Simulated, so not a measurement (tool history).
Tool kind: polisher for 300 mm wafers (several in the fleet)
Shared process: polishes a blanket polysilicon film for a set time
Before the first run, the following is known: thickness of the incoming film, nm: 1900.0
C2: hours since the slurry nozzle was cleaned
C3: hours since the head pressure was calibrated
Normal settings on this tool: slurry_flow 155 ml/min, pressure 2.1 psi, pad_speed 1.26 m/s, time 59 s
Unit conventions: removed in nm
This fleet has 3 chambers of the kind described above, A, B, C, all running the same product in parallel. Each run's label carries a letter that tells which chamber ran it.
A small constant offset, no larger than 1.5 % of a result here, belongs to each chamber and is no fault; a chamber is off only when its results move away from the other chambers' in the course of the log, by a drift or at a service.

{"run": "1B", "day": 0.167, "slurry_flow": 155, "pressure": 2.1, "pad_speed": 1.26, "time": 59, "wafers polished on this pad": 113, "C2": 290.3, "C3": 124.2, "removed": 383.55}
{"day": 0.271, "done": "chamber C: worn pad replaced by a new one"}
{"run": "2A", "day": 0.308, "slurry_flow": 155, "pressure": 2.1, "pad_speed": 1.26, "time": 59, "wafers polished on this pad": 190, "C2": 89.5, "C3": 811.7, "removed": 379.27}
{"run": "3C", "day": 0.408, "slurry_flow": 155, "pressure": 2.1, "pad_speed": 1.26, "time": 59, "wafers polished on this pad": 18, "C2": 171.2, "C3": 487.3, "removed": 385.9}
{"run": "4B", "day": 0.562, "slurry_flow": 155, "pressure": 2.1, "pad_speed": 1.26, "time": 59, "wafers polished on this pad": 165, "C2": 299.8, "C3": 133.7, "removed": 380.94}
{"run": "5A", "day": 0.725, "slurry_flow": 155, "pressure": 2.1, "pad_speed": 1.26, "time": 59, "wafers polished on this pad": 245, "C2": 99.5, "C3": 821.7, "removed": 386.07}
{"run": "6C", "day": 0.829, "slurry_flow": 155, "pressure": 2.8, "pad_speed": 1.26, "time": 59, "wafers polished on this pad": 73, "C2": 181.3, "C3": 497.4, "removed": 513.61}
{"run": "7B", "day": 0.975, "slurry_flow": 155, "pressure": 2.8, "pad_speed": 1.26, "time": 59, "wafers polished on this pad": 219, "C2": 309.7, "C3": 143.6, "removed": 507.62}
{"run": "8A", "day": 1.142, "slurry_flow": 155, "pressure": 2.8, "pad_speed": 1.26, "time": 59, "wafers polished on this pad": 299, "C2": 109.5, "C3": 831.7, "removed": 522.75}
{"run": "9C", "day": 1.288, "slurry_flow": 155, "pressure": 2.1, "pad_speed": 1.26, "time": 59, "wafers polished on this pad": 132, "C2": 192.3, "C3": 508.4, "removed": 382.5}
{"run": "10C", "day": 1.404, "slurry_flow": 155, "pressure": 2.1, "pad_speed": 1.26, "time": 59, "wafers polished on this pad": 148, "C2": 195.1, "C3": 511.2, "removed": 384.93}
{"run": "11A", "day": 1.512, "slurry_flow": 155, "pressure": 2.1, "pad_speed": 1.26, "time": 59, "wafers polished on this pad": 348, "C2": 118.4, "C3": 840.6, "removed": 378.55}
{"run": "12B", "day": 1.683, "slurry_flow": 155, "pressure": 2.1, "pad_speed": 1.26, "time": 59, "wafers polished on this pad": 312, "C2": 326.7, "C3": 160.6, "removed": 381.18}
{"run": "13C", "day": 1.808, "slurry_flow": 155, "pressure": 2.1, "pad_speed": 1.26, "time": 59, "wafers polished on this pad": 201, "C2": 204.8, "C3": 520.9, "removed": 382.25}
{"run": "14B", "day": 1.975, "slurry_flow": 155, "pressure": 2.1, "pad_speed": 1.26, "time": 59, "wafers polished on this pad": 350, "C2": 333.7, "C3": 167.6, "removed": 385.17}
{"run": "15A", "day": 2.1, "slurry_flow": 155, "pressure": 2.1, "pad_speed": 1.26, "time": 59, "wafers polished on this pad": 425, "C2": 132.5, "C3": 854.7, "removed": 380.46}
{"run": "16A", "day": 2.233, "slurry_flow": 155, "pressure": 2.1, "pad_speed": 1.26, "time": 59, "wafers polished on this pad": 442, "C2": 135.7, "C3": 857.9, "removed": 382.81}
{"run": "17C", "day": 2.354, "slurry_flow": 155, "pressure": 2.1, "pad_speed": 1.26, "time": 59, "wafers polished on this pad": 272, "C2": 217.9, "C3": 534.0, "removed": 388.86}
{"run": "18B", "day": 2.5, "slurry_flow": 155, "pressure": 2.1, "pad_speed": 1.26, "time": 59, "wafers polished on this pad": 418, "C2": 346.3, "C3": 180.2, "removed": 388.02}
{"run": "19A", "day": 2.675, "slurry_flow": 155, "pressure": 2.1, "pad_speed": 1.26, "time": 59, "wafers polished on this pad": 500, "C2": 146.3, "C3": 868.5, "removed": 386.65}
{"run": "20C", "day": 2.817, "slurry_flow": 155, "pressure": 1.5, "pad_speed": 1.26, "time": 52, "wafers polished on this pad": 332, "C2": 229.0, "C3": 545.1, "removed": 240.91}
{"run": "21B", "day": 2.962, "slurry_flow": 155, "pressure": 1.5, "pad_speed": 1.26, "time": 52, "wafers polished on this pad": 479, "C2": 357.4, "C3": 191.3, "removed": 242.4}
{"run": "22A", "day": 3.138, "slurry_flow": 155, "pressure": 1.5, "pad_speed": 1.26, "time": 52, "wafers polished on this pad": 560, "C2": 157.4, "C3": 879.6, "removed": 242.44}

Does one chamber stand apart from the rest, does the shared gauge drift, or is all well apart from small per-chamber offsets? Give the chamber and the most likely cause, where there is one.

Neither any chamber nor the gauge drifts; the chambers differ only by their own small, steady offsets.
